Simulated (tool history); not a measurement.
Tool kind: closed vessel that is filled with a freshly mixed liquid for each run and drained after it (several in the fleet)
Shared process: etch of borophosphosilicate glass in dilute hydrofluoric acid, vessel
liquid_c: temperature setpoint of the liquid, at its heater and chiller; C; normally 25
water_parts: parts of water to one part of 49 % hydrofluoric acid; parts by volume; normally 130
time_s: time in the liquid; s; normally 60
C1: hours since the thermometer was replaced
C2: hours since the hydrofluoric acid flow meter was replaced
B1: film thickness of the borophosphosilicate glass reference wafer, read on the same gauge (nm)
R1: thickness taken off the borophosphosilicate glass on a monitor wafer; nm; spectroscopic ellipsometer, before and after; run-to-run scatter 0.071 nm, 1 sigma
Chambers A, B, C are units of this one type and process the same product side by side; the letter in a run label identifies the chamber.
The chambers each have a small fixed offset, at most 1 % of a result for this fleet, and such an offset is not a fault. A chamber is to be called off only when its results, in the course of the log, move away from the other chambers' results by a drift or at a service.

Run 1A, day 0.108: usual settings; C1 1191.2; C2 44.2; B1 39.972. Result: R1 11.939 nm.
Run 2B, day 0.254: usual settings; C1 1191.5; C2 140.2; B1 39.981. Result: R1 11.882 nm.
Run 3C, day 0.35: usual settings; C1 644.2; C2 243.5; B1 40.026. Result: R1 12.102 nm.
Run 4C, day 0.504: usual settings; C1 647.9; C2 247.2; B1 40.016. Result: R1 11.899 nm.
Run 5A, day 0.633: usual settings; C1 1203.8; C2 56.8; B1 40.02. Result: R1 11.831 nm.
Run 6B, day 0.779: usual settings; C1 1204.1; C2 152.8; B1 39.959. Result: R1 12.006 nm.
Run 7A, day 0.879: usual settings; C1 1209.7; C2 62.7; B1 40.027. Result: R1 11.95 nm.
Run 8C, day 1.008: usual settings; C1 660; C2 259.3; B1 40.008. Result: R1 11.934 nm.
Run 9B, day 1.129: usual settings; C1 1212.5; C2 161.2; B1 40.037. Result: R1 11.803 nm.
Run 10C, day 1.279: usual settings; C1 666.5; C2 265.8; B1 39.963. Result: R1 11.957 nm.
Run 11A, day 1.388: usual settings but time_s 90 s; C1 1221.9; C2 74.9; B1 39.958. Result: R1 17.703 nm.
Run 12B, day 1.488: usual settings but time_s 90 s; C1 1221.1; C2 169.8; B1 39.965. Result: R1 17.776 nm.
Run 13B, day 1.671: usual settings but time_s 90 s; C1 1225.5; C2 174.2; B1 40.01. Result: R1 17.716 nm.
Run 14A, day 1.817: usual settings; C1 1232.2; C2 85.2; B1 39.971. Result: R1 11.882 nm.
Run 15C, day 1.921: usual settings; C1 681.9; C2 281.2; B1 39.99. Result: R1 12.057 nm.
Run 16B, day 2.108: usual settings; C1 1236; C2 184.7; B1 39.968. Result: R1 11.991 nm.
Run 17C, day 2.317: usual settings; C1 691.4; C2 290.7; B1 39.998. Result: R1 11.891 nm.
Run 18A, day 2.45: usual settings; C1 1247.4; C2 100.4; B1 40.003. Result: R1 11.918 nm.
Run 19A, day 2.571: usual settings; C1 1250.3; C2 103.3; B1 39.977. Result: R1 11.927 nm.
Run 20C, day 2.771: usual settings; C1 702.3; C2 301.6; B1 40.025. Result: R1 11.885 nm.
Run 21B, day 2.971: usual settings; C1 1256.7; C2 205.4; B1 39.976. Result: R1 11.88 nm.
Run 22A, day 3.133: usual settings; C1 1263.8; C2 116.8; B1 39.993. Result: R1 11.835 nm.
Run 23B, day 3.329: usual settings; C1 1265.3; C2 214; B1 40.019. Result: R1 11.858 nm.
Run 24C, day 3.492: usual settings but water_parts 105 parts by volume; C1 719.6; C2 318.9; B1 39.99. Result: R1 15.52 nm.
Run 25B, day 3.638: usual settings but water_parts 105 parts by volume; C1 1272.7; C2 221.4; B1 40.007. Result: R1 15.106 nm.
Run 26A, day 3.825: usual settings but water_parts 105 parts by volume; C1 1280.4; C2 133.4; B1 39.956. Result: R1 14.742 nm.
Run 27C, day 4: usual settings but liquid_c 21 C; C1 731.8; C2 331.1; B1 39.977. Result: R1 10.344 nm.
Run 28C, day 4.196: usual settings but liquid_c 21 C; C1 736.5; C2 335.8; B1 40.009. Result: R1 10.25 nm.
Run 29B, day 4.3: usual settings but liquid_c 21 C; C1 1288.6; C2 237.3; B1 40.023. Result: R1 10.168 nm.
Run 30A, day 4.404: usual settings; C1 1294.3; C2 147.3; B1 39.953. Result: R1 11.506 nm.
Run 31B, day 4.512: usual settings; C1 1293.7; C2 242.4; B1 40.011. Result: R1 11.934 nm.
Run 32A, day 4.604: usual settings; C1 1299.1; C2 152.1; B1 40.005. Result: R1 11.456 nm.
Run 33C, day 4.721: usual settings but water_parts 165 parts by volume; C1 749.1; C2 348.4; B1 40.006. Result: R1 9.0597 nm.
Run 34C, day 4.871: usual settings but water_parts 165 parts by volume; C1 752.7; C2 352; B1 39.977. Result: R1 9.0125 nm.
Run 35B, day 5.088: usual settings but water_parts 165 parts by volume; C1 1307.5; C2 256.2; B1 39.977. Result: R1 9.0548 nm.
Run 36A, day 5.258: usual settings; C1 1314.8; C2 167.8; B1 40.004. Result: R1 11.257 nm.
Run 37A, day 5.412: usual settings but time_s 35 s; C1 1318.5; C2 171.5; B1 40. Result: R1 6.5658 nm.
Run 38B, day 5.579: usual settings but time_s 35 s; C1 1319.3; C2 268; B1 39.967. Result: R1 6.9289 nm.
Run 39C, day 5.788: usual settings but time_s 35 s; C1 774.7; C2 374; B1 40.003. Result: R1 6.9799 nm.
Run 40A, day 5.954: usual settings; C1 1331.5; C2 184.5; B1 40.003. Result: R1 11.059 nm.
Run 41B, day 6.062: usual settings; C1 1330.9; C2 279.6; B1 39.984. Result: R1 11.949 nm.

Predict what each chamber gives when all 3 of them run the settings below next.
Run 42A, day 6.217: usual settings. Result: R1 ?.
Run 42B, day 6.217: usual settings. Result: R1 ?.
Run 42C, day 6.217: usual settings. Result: R1 ?.

run      R1
42A  10.997
42B  11.934
42C  12.077

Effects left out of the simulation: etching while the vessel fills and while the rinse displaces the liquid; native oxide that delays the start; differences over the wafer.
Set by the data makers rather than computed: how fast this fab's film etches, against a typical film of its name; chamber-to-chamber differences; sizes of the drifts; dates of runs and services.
